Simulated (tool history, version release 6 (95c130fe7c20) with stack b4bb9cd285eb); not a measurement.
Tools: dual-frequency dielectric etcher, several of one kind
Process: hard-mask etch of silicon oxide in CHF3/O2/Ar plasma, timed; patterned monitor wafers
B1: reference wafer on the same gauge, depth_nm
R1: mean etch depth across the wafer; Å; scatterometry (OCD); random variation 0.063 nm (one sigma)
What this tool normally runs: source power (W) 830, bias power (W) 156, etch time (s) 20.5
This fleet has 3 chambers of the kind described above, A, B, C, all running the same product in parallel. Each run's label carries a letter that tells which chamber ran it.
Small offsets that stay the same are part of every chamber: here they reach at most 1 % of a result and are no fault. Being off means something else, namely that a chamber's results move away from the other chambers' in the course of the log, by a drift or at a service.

Run 1B, hour 6.9: usual settings; B1 43.198. Result: R1 438.17 Å.
Run 2A, hour 18.8: usual settings; B1 43.186. Result: R1 442.54 Å.
At hour 27.2: chamber A: wet clean of the chamber.
Run 3C, hour 28.9: usual settings; B1 43.158. Result: R1 437.15 Å.
Run 4C, hour 37.9: usual settings; B1 43.147. Result: R1 436.35 Å.
Run 5A, hour 46: usual settings; B1 43.141. Result: R1 440.76 Å.
Run 6B, hour 51.8: usual settings; B1 43.124. Result: R1 438.11 Å.
Run 7B, hour 61.7: usual settings; B1 43.117. Result: R1 437.26 Å.
Run 8A, hour 67.5: usual settings; B1 43.114. Result: R1 440.4 Å.
Run 9C, hour 75.4: usual settings; B1 43.096. Result: R1 435.55 Å.
Run 10C, hour 85.4: usual settings; B1 43.091. Result: R1 435.22 Å.
Run 11A, hour 95.2: usual settings; B1 43.061. Result: R1 440.56 Å.
Run 12B, hour 105: usual settings but source power (W) 900; B1 43.079. Result: R1 449.68 Å.
Run 13C, hour 114.8: usual settings but source power (W) 900; B1 43.032. Result: R1 448.91 Å.
Run 14B, hour 125.3: usual settings but source power (W) 900; B1 43.029. Result: R1 450.36 Å.
Run 15A, hour 133.6: usual settings; B1 43.036. Result: R1 438.69 Å.
Run 16C, hour 140: usual settings; B1 43.03. Result: R1 435.89 Å.
Run 17B, hour 146.6: usual settings but source power (W) 660; B1 42.989. Result: R1 399.2 Å.
Run 18A, hour 154.9: usual settings but source power (W) 660; B1 43.011. Result: R1 402.38 Å.
Run 19C, hour 166.5: usual settings but source power (W) 660; B1 42.973. Result: R1 398.24 Å.
At hour 173.1: chamber A: bias power generator calibrated.
Run 20B, hour 176.9: usual settings but bias power (W) 126, etch time (s) 16; B1 42.962. Result: R1 318.47 Å.
Run 21A, hour 186.7: usual settings but bias power (W) 126, etch time (s) 16; B1 42.946. Result: R1 321.16 Å.

Has any chamber moved away from the others, gradually or after a service, or does the common gauge drift, or do the chambers differ only by their own small steady offsets? State the chamber and the most likely cause if one applies.

It is the gauge, not a chamber: its drift shows up in every chamber's results at once, and no chamber is off.
What lies behind it: gauge reads low (%) = 0.604.
